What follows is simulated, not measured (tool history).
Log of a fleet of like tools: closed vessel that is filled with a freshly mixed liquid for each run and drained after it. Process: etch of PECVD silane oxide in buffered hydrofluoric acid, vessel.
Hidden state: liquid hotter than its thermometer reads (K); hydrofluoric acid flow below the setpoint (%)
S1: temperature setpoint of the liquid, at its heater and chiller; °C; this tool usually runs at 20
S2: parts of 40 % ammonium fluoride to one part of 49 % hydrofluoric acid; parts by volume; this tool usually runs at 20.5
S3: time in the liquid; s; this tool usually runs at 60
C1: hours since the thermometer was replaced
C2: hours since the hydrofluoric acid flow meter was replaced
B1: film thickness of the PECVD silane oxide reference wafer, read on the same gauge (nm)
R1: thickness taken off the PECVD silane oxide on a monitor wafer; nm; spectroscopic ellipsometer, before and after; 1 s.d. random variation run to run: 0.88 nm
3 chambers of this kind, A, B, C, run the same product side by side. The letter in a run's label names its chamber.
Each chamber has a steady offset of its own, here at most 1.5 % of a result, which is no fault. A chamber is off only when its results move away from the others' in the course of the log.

Run 1A, day 0.346: usual settings; C1 467.7; C2 1998.9; B1 120.02. Result: R1 117.82 nm.
Run 2C, day 0.804: usual settings; C1 903; C2 363; B1 120.01. Result: R1 119.16 nm.
Run 3B, day 1.096: usual settings; C1 549.8; C2 1270.4; B1 120.02. Result: R1 121.01 nm.
Run 4A, day 1.496: usual settings; C1 495.3; C2 2026.5; B1 120.01. Result: R1 118.42 nm.
Run 5C, day 1.983: usual settings; C1 931.3; C2 391.3; B1 119.99. Result: R1 119.78 nm.
Run 6B, day 2.35: usual settings but S1 17 °C, S3 35 s; C1 579.9; C2 1300.5; B1 120.01. Result: R1 59.424 nm.
Run 7A, day 2.779: usual settings but S1 17 °C, S3 35 s; C1 526.1; C2 2057.3; B1 119.98. Result: R1 57.926 nm.
Run 8B, day 3.262: usual settings but S1 17 °C, S3 35 s; C1 601.8; C2 1322.4; B1 119.99. Result: R1 59.438 nm.
Run 9C, day 3.65: usual settings but S2 25 parts by volume, S3 35 s; C1 971.3; C2 431.3; B1 120.01. Result: R1 61.108 nm.
At day 3.862: chamber A: hydrofluoric acid flow meter replaced.
Run 10A, day 3.946: usual settings but S2 25 parts by volume, S3 35 s; C1 554.1; C2 2; B1 120. Result: R1 62.245 nm.
Run 11B, day 4.425: usual settings but S2 25 parts by volume, S3 35 s; C1 629.7; C2 1350.3; B1 120.02. Result: R1 61.363 nm.
Run 12C, day 4.796: usual settings; C1 998.8; C2 458.8; B1 119.99. Result: R1 118.82 nm.
Run 13B, day 5.25: usual settings; C1 649.5; C2 1370.1; B1 119.99. Result: R1 120.54 nm.
Run 14C, day 5.533: usual settings; C1 1016.5; C2 476.5; B1 120.02. Result: R1 118.81 nm.
Run 15A, day 5.746: usual settings; C1 597.3; C2 45.2; B1 119.99. Result: R1 125.63 nm.
Run 16A, day 6.075: usual settings; C1 605.2; C2 53.1; B1 120.04. Result: R1 126.99 nm.
Run 17B, day 6.488: usual settings; C1 679.2; C2 1399.8; B1 119.98. Result: R1 120.72 nm.
Run 18C, day 6.75: usual settings but S1 17 °C, S3 75 s; C1 1045.7; C2 505.7; B1 120.01. Result: R1 125.52 nm.
Run 19C, day 7.108: usual settings but S1 17 °C, S3 75 s; C1 1054.3; C2 514.3; B1 120. Result: R1 126.08 nm.
Run 20A, day 7.438: usual settings but S1 17 °C, S3 75 s; C1 637.9; C2 85.8; B1 120. Result: R1 136.9 nm.

Which is it: a chamber that has drifted or been left off by a service, a gauge drift common to all chambers, or only each chamber's usual small offset? If a chamber is off, name it and its likeliest cause.

One chamber, A, drifts off from the rest bit by bit.
Most likely cause: liquid hotter than its thermometer reads (K) = 1.63.

Here are 4 candidates for chamber A's next run, each the usual settings with a change, their results left as question marks. Which one brings its results back in line with what the others give on the usual settings?
To be in line, a result may differ from the other chambers' mean on the usual settings by at most: R1 3.1 nm
Run 21A-1, day 7.788: usual settings but S3 65 s. Result: R1 ?.
Run 21A-2, day 7.788: usual settings but S2 23.5 parts by volume. Result: R1 ?.
Run 21A-3, day 7.788: usual settings but S2 17 parts by volume. Result: R1 ?.
Run 21A-4, day 7.788: usual settings but S2 26 parts by volume. Result: R1 ?.

The other chambers' mean on the usual settings: R1 120.12 nm
  run      R1
21A-1  142.51
21A-2  119.83
21A-3  156.76
21A-4  111.81
21A-2 brings the chamber back in line.
